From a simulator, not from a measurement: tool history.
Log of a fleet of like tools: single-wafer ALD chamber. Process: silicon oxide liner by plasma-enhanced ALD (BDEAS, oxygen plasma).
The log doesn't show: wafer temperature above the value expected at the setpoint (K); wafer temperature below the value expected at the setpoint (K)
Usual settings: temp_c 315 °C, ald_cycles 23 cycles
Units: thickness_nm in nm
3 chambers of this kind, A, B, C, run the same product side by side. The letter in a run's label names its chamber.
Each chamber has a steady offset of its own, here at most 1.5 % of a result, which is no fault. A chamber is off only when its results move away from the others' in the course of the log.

| run | hour | temp_c | ald_cycles | hours since the last thermocouple change | read-back reference wafer on the same gauge, thickness_nm | thickness_nm |
|---|---|---|---|---|---|---|
|  | 1.8 | chamber C: thermocouple changed; heater temperature recalibrated |
| 1B | 9.9 | 315 | 23 | 929.5 | 1.7408 | 2.0872 |
| 2C | 20.8 | 315 | 23 | 19.1 | 1.7399 | 2.1090 |
| 3A | 28.0 | 315 | 23 | 1214.6 | 1.7413 | 2.0781 |
| 4C | 38.2 | 315 | 23 | 36.5 | 1.7393 | 2.0996 |
|  | 39.9 | chamber B: thermocouple changed; heater temperature recalibrated |
| 5A | 50.2 | 315 | 23 | 1236.8 | 1.7393 | 2.0721 |
|  | 61.0 | chamber A: thermocouple changed; heater temperature recalibrated |
| 6B | 61.3 | 315 | 23 | 21.4 | 1.7401 | 2.0926 |
| 7B | 73.7 | 315 | 23 | 33.8 | 1.7390 | 2.0866 |
| 8C | 86.1 | 315 | 23 | 84.4 | 1.7390 | 2.1163 |
| 9A | 93.0 | 315 | 23 | 32.1 | 1.7385 | 2.0818 |
| 10B | 101.0 | 315 | 23 | 61.1 | 1.7384 | 2.0793 |
| 11A | 112.8 | 315 | 23 | 51.9 | 1.7420 | 2.0795 |
| 12C | 120.8 | 315 | 23 | 119.1 | 1.7407 | 2.1227 |
| 13C | 132.3 | 315 | 23 | 130.6 | 1.7396 | 2.1062 |
| 14B | 142.1 | 315 | 23 | 102.2 | 1.7396 | 2.0859 |
| 15A | 149.4 | 315 | 23 | 88.5 | 1.7392 | 2.0826 |
| 16C | 159.2 | 315 | 23 | 157.5 | 1.7400 | 2.1052 |
| 17A | 165.5 | 315 | 23 | 104.6 | 1.7401 | 2.0879 |
| 18B | 174.0 | 315 | 23 | 134.1 | 1.7400 | 2.0946 |
| 19C | 186.2 | 315 | 23 | 184.5 | 1.7403 | 2.1171 |
| 20B | 195.0 | 315 | 23 | 155.1 | 1.7398 | 2.0737 |
| 21A | 200.8 | 315 | 23 | 139.9 | 1.7389 | 2.0906 |
| 22A | 208.3 | 315 | 23 | 147.4 | 1.7400 | 2.0902 |
| 23C | 218.0 | 315 | 23 | 216.3 | 1.7397 | 2.1128 |
| 24B | 226.8 | 315 | 23 | 186.9 | 1.7398 | 2.0895 |
| 25B | 233.4 | 315 | 23 | 193.5 | 1.7390 | 2.0841 |
| 26C | 246.2 | 315 | 23 | 244.5 | 1.7402 | 2.1179 |
| 27A | 257.8 | 315 | 23 | 196.9 | 1.7402 | 2.0801 |
| 28B | 268.3 | 315 | 23 | 228.4 | 1.7391 | 2.0814 |
| 29A | 277.3 | 315 | 23 | 216.4 | 1.7400 | 2.0703 |
| 30C | 287.8 | 315 | 23 | 286.1 | 1.7397 | 2.1229 |
| 31B | 294.8 | 315 | 23 | 254.9 | 1.7403 | 2.0855 |
| 32A | 304.8 | 328 | 23 | 243.9 | 1.7406 | 2.0409 |
| 33C | 313.4 | 328 | 23 | 311.7 | 1.7387 | 2.0749 |
| 34A | 323.5 | 328 | 23 | 262.6 | 1.7421 | 2.0375 |
| 35C | 334.6 | 315 | 23 | 332.9 | 1.7412 | 2.1175 |
| 36B | 342.3 | 315 | 23 | 302.4 | 1.7397 | 2.0919 |

All 3 chambers run these settings next. Forecast each chamber's results:
| 37A | 351.8 | 307 | 23 |  |  | ? |
| 37B | 351.8 | 307 | 23 |  |  | ? |
| 37C | 351.8 | 307 | 23 |  |  | ? |

| run | thickness_nm |
|---|---|
| 37A | 2.1064 |
| 37B | 2.1107 |
| 37C | 2.1385 |
